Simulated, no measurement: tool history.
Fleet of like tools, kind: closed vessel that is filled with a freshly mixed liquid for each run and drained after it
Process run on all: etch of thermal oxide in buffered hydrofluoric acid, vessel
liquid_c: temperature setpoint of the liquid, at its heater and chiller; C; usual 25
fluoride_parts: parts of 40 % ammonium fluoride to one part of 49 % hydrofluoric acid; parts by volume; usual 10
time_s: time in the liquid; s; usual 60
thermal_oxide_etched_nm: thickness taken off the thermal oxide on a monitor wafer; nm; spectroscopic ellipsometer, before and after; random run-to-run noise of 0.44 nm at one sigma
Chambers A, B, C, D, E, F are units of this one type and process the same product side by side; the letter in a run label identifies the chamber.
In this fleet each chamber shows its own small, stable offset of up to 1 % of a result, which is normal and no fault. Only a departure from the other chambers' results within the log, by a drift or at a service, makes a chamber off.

run	hour	liquid_c	fluoride_parts	time_s	hours since the thermometer was replaced	hours since the hydrofluoric acid flow meter was replaced	read-back film thickness of the thermal oxide reference wafer, read on the same gauge (nm)	thermal_oxide_etched_nm
1B	4	25	10	60	115	650.3	79.989	71.209
2A	7.4	25	10	60	828.4	42.9	79.995	72.042
3E	9.3	25	10	60	329.3	575.7	79.988	71.539
4D	13.3	25	10	60	67.5	311.4	79.995	70.836
5C	16.6	25	10	60	850.6	75.9	80.015	72.689
6F	20.1	25	10	60	2127	523.5	79.989	71.743
7B	23.3	25	6	60	134.3	669.6	80.011	114.48
8E	26.1	25	6	60	346.1	592.5	79.987	114.58
9F	29	25	6	60	2135.9	532.4	79.999	115.81
10C	32.6	25	6	60	866.6	91.9	80.009	113.9
11D	36.1	25	6	60	90.3	334.2	79.997	116.24
12A	39.1	25	6	60	860.1	74.6	80.006	116.62
13A	41.8	25	10	60	862.8	77.3	79.989	71.771
14E	44.7	25	10	60	364.7	611.1	79.989	71.173
15C	46.9	26.5	13.5	60	880.9	106.2	79.981	59.182
16D	50	26.5	13.5	60	104.2	348.1	79.997	57.713
17F	52.6	26.5	13.5	60	2159.5	556	79.993	57.917
18B	55.1	26.5	13.5	60	166.1	701.4	79.987	58.119
19D	57.5	26.5	13.5	60	111.7	355.6	79.992	57.645
20A	59.8	26.5	13.5	60	880.8	95.3	79.993	57.814
21B	62.2	25	10	60	173.2	708.5	79.999	71.357
22C	65.6	25	10	60	899.6	124.9	79.988	71.958
23F	67.6	25	10	60	2174.5	571	79.988	70.995
24E	70.5	29.5	10	45	390.5	636.9	80.016	68.063
25E	74.6	29.5	10	45	394.6	641	79.998	67.476
26F	77.8	29.5	10	45	2184.7	581.2	79.979	67.638
27B	81.8	29.5	10	45	192.8	728.1	80.02	68.462
28C	86	29.5	10	45	920	145.3	79.987	68.716
29D	90	29.5	10	45	144.2	388.1	80.007	68.334
30A	92.7	25	13	45	913.7	128.2	79.993	41.259
31D	95.7	25	13	45	149.9	393.8	80.011	41.72
32F	99.8	25	13	45	2206.7	603.2	80.001	41.333
33A	102.1	25	13	45	923.1	137.6	80.011	42.249
34C	105.5	25	13	45	939.5	164.8	79.989	41.953
35B	109	25	13	45	220	755.3	80.002	41.185
36E	111.2	25	10	60	431.2	677.6	79.998	68.933
37E	114.9	25	10	60	434.9	681.3	80.01	69.201
38A	117.2	25	10	60	938.2	152.7	80.007	71.9
39F	119.8	25	8.5	40	2226.7	623.2	80.005	54.338
40C	122.3	25	8.5	40	956.3	181.6	80.005	54.339
41B	126.5	25	8.5	40	237.5	772.8	80.001	53.993
42D	129.2	25	8.5	40	183.4	427.3	79.989	54.21

What goes on in this fleet: one chamber off, a drifting gauge, or nothing beyond the chambers' own small offsets? Name the chamber and the cause, if any.

One chamber, E, drifts off from the rest bit by bit.
Likeliest cause: liquid colder than its thermometer reads (K) = 0.991.
It could be hard to tell apart here from: hydrofluoric acid flow below the setpoint (%).

Below are 4 candidate recipes for chamber E's next run, each the usual settings with a change, their results shown as question marks. Which of them brings E's results back in line with what the other chambers give on the usual settings?
In-line tolerance around the mean of the other chambers on the usual settings: thermal_oxide_etched_nm 1.5 nm
43E-1	132.2	26	9	60				?
43E-2	132.2	25	10.5	60				?
43E-3	132.2	25.5	9.5	60				?
43E-4	132.2	23	10	60				?

Other chambers, usual settings, mean: thermal_oxide_etched_nm 71.721 nm
run	thermal_oxide_etched_nm
43E-1	76.792
43E-2	64.928
43E-3	72.248
43E-4	60.968
With 43E-3, the chamber falls back in line with the rest.
